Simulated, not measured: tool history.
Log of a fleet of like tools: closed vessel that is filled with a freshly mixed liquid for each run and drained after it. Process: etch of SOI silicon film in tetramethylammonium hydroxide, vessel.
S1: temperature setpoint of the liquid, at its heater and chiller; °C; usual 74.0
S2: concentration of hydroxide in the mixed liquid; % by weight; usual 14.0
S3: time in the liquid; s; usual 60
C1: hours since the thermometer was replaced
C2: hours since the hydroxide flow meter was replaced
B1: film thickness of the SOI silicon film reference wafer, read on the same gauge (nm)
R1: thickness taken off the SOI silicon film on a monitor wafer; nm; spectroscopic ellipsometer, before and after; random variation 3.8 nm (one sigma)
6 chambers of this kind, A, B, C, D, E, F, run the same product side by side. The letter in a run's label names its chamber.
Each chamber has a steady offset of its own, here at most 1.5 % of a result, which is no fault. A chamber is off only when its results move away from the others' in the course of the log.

| run | day | S1 | S2 | S3 | C1 | C2 | B1 | R1 |
|---|---|---|---|---|---|---|---|---|
| 1D | 0.542 | 74.0 | 14.0 | 60 | 745.2 | 286.7 | 29.985 | 469.96 |
| 2E | 0.933 | 74.0 | 14.0 | 60 | 906.2 | 509.3 | 30.050 | 471.39 |
| 3B | 1.271 | 74.0 | 14.0 | 60 | 389.9 | 397.5 | 29.988 | 472.97 |
| 4C | 1.800 | 74.0 | 14.0 | 60 | 1604.5 | 1541.3 | 29.987 | 476.17 |
| 5A | 2.225 | 74.0 | 14.0 | 60 | 1150.9 | 156.9 | 30.014 | 467.93 |
| 6F | 2.625 | 80.5 | 14.0 | 60 | 333.3 | 120.2 | 29.999 | 689.53 |
| 7A | 2.971 | 80.5 | 14.0 | 60 | 1168.8 | 174.8 | 29.995 | 700.81 |
|  | 3.200 | chamber C: hydroxide flow meter replaced |
| 8B | 3.479 | 80.5 | 14.0 | 60 | 442.9 | 450.5 | 30.017 | 691.23 |
| 9D | 4.058 | 80.5 | 14.0 | 60 | 829.6 | 371.1 | 29.975 | 672.58 |
| 10C | 4.588 | 80.5 | 14.0 | 60 | 1671.4 | 33.3 | 29.991 | 687.95 |
| 11F | 5.067 | 80.5 | 14.0 | 60 | 391.9 | 178.8 | 30.015 | 690.28 |
| 12E | 5.583 | 74.0 | 14.0 | 60 | 1017.8 | 620.9 | 30.040 | 467.66 |
| 13D | 5.921 | 74.0 | 14.0 | 60 | 874.3 | 415.8 | 29.959 | 469.62 |
| 14B | 6.333 | 74.0 | 11.5 | 60 | 511.4 | 519.0 | 29.929 | 514.49 |
| 15A | 6.871 | 74.0 | 11.5 | 60 | 1262.4 | 268.4 | 30.014 | 510.92 |
| 16C | 7.462 | 74.0 | 11.5 | 60 | 1740.4 | 102.3 | 29.980 | 520.74 |
| 17F | 7.971 | 74.0 | 11.5 | 60 | 461.6 | 248.5 | 30.004 | 526.45 |
| 18E | 8.333 | 74.0 | 11.5 | 60 | 1083.8 | 686.9 | 29.986 | 501.70 |
| 19E | 8.758 | 74.0 | 11.5 | 60 | 1094.0 | 697.1 | 30.013 | 511.65 |
| 20A | 9.150 | 74.0 | 14.0 | 60 | 1317.1 | 323.1 | 29.962 | 477.75 |
| 21F | 9.679 | 74.0 | 14.0 | 60 | 502.6 | 289.5 | 30.013 | 480.03 |
|  | 10.096 | chamber B: thermometer replaced |
| 22C | 10.158 | 74.0 | 14.0 | 60 | 1805.1 | 167.0 | 30.015 | 472.82 |
|  | 10.175 | chamber B: hydroxide flow meter replaced |
| 23D | 10.683 | 74.0 | 14.0 | 60 | 988.6 | 530.1 | 30.019 | 481.58 |
| 24B | 10.975 | 74.0 | 14.0 | 60 | 21.1 | 19.2 | 29.979 | 471.16 |
| 25E | 11.550 | 74.0 | 14.0 | 60 | 1161.0 | 764.1 | 29.986 | 471.06 |
| 26F | 12.025 | 68.0 | 14.0 | 60 | 558.9 | 345.8 | 30.022 | 336.94 |
| 27B | 12.621 | 68.0 | 14.0 | 60 | 60.6 | 58.7 | 30.007 | 332.78 |
|  | 12.812 | chamber C: thermometer replaced |
| 28C | 13.042 | 68.0 | 14.0 | 60 | 5.5 | 236.2 | 30.023 | 334.52 |
| 29A | 13.612 | 68.0 | 14.0 | 60 | 1424.2 | 430.2 | 30.022 | 330.95 |
| 30D | 13.992 | 68.0 | 14.0 | 60 | 1068.0 | 609.5 | 30.041 | 351.39 |
| 31C | 14.529 | 68.0 | 14.0 | 60 | 41.2 | 271.9 | 30.006 | 330.31 |
| 32E | 14.879 | 74.0 | 14.0 | 60 | 1240.9 | 844.0 | 29.985 | 472.52 |
| 33A | 15.208 | 74.0 | 14.0 | 30 | 1462.5 | 468.5 | 30.004 | 236.34 |
| 34D | 15.779 | 74.0 | 14.0 | 30 | 1110.9 | 652.4 | 30.019 | 253.26 |
| 35F | 16.188 | 74.0 | 14.0 | 30 | 658.8 | 445.7 | 29.977 | 239.68 |
| 36B | 16.654 | 74.0 | 14.0 | 30 | 157.4 | 155.5 | 29.959 | 234.85 |
| 37C | 17.258 | 74.0 | 14.0 | 30 | 106.7 | 337.4 | 29.991 | 235.31 |
| 38E | 17.612 | 74.0 | 14.0 | 30 | 1306.5 | 909.6 | 29.984 | 234.90 |
| 39B | 18.233 | 74.0 | 14.0 | 60 | 195.3 | 193.4 | 29.968 | 473.30 |
| 40A | 18.638 | 74.0 | 14.0 | 60 | 1544.8 | 550.8 | 30.002 | 467.60 |
| 41F | 19.196 | 74.0 | 14.0 | 60 | 731.0 | 517.9 | 29.983 | 481.24 |
| 42D | 19.667 | 74.0 | 14.0 | 60 | 1204.2 | 745.7 | 30.017 | 512.37 |
| 43E | 20.025 | 79.0 | 12.0 | 60 | 1364.4 | 967.5 | 29.975 | 677.16 |
| 44C | 20.329 | 79.0 | 12.0 | 60 | 180.4 | 411.1 | 29.990 | 685.60 |

Is one chamber off against the others, does the gauge drift, or is nothing wrong? If a chamber is off, say which, and what the likeliest cause is.

Chamber D drifts away from the others.
Cause: liquid hotter than its thermometer reads (K) = 1.76.

Here are 4 candidates for chamber D's next run, each the usual settings with a change, their results left as question marks. Which one brings its results back in line with what the others give on the usual settings?
In line means no further than this from the other chambers' mean on the usual settings: R1 13.00 nm
| 45D-1 | 20.775 | 72.5 | 14.0 | 60 |  |  |  | ? |
| 45D-2 | 20.775 | 75.5 | 14.0 | 60 |  |  |  | ? |
| 45D-3 | 20.775 | 74.0 | 15.0 | 60 |  |  |  | ? |
| 45D-4 | 20.775 | 74.0 | 13.0 | 60 |  |  |  | ? |

The other chambers' mean on the usual settings: R1 474.38 nm
| run | R1 |
|---|---|
| 45D-1 | 477.85 |
| 45D-2 | 564.99 |
| 45D-3 | 502.18 |
| 45D-4 | 539.02 |
45D-1 brings the chamber back in line.
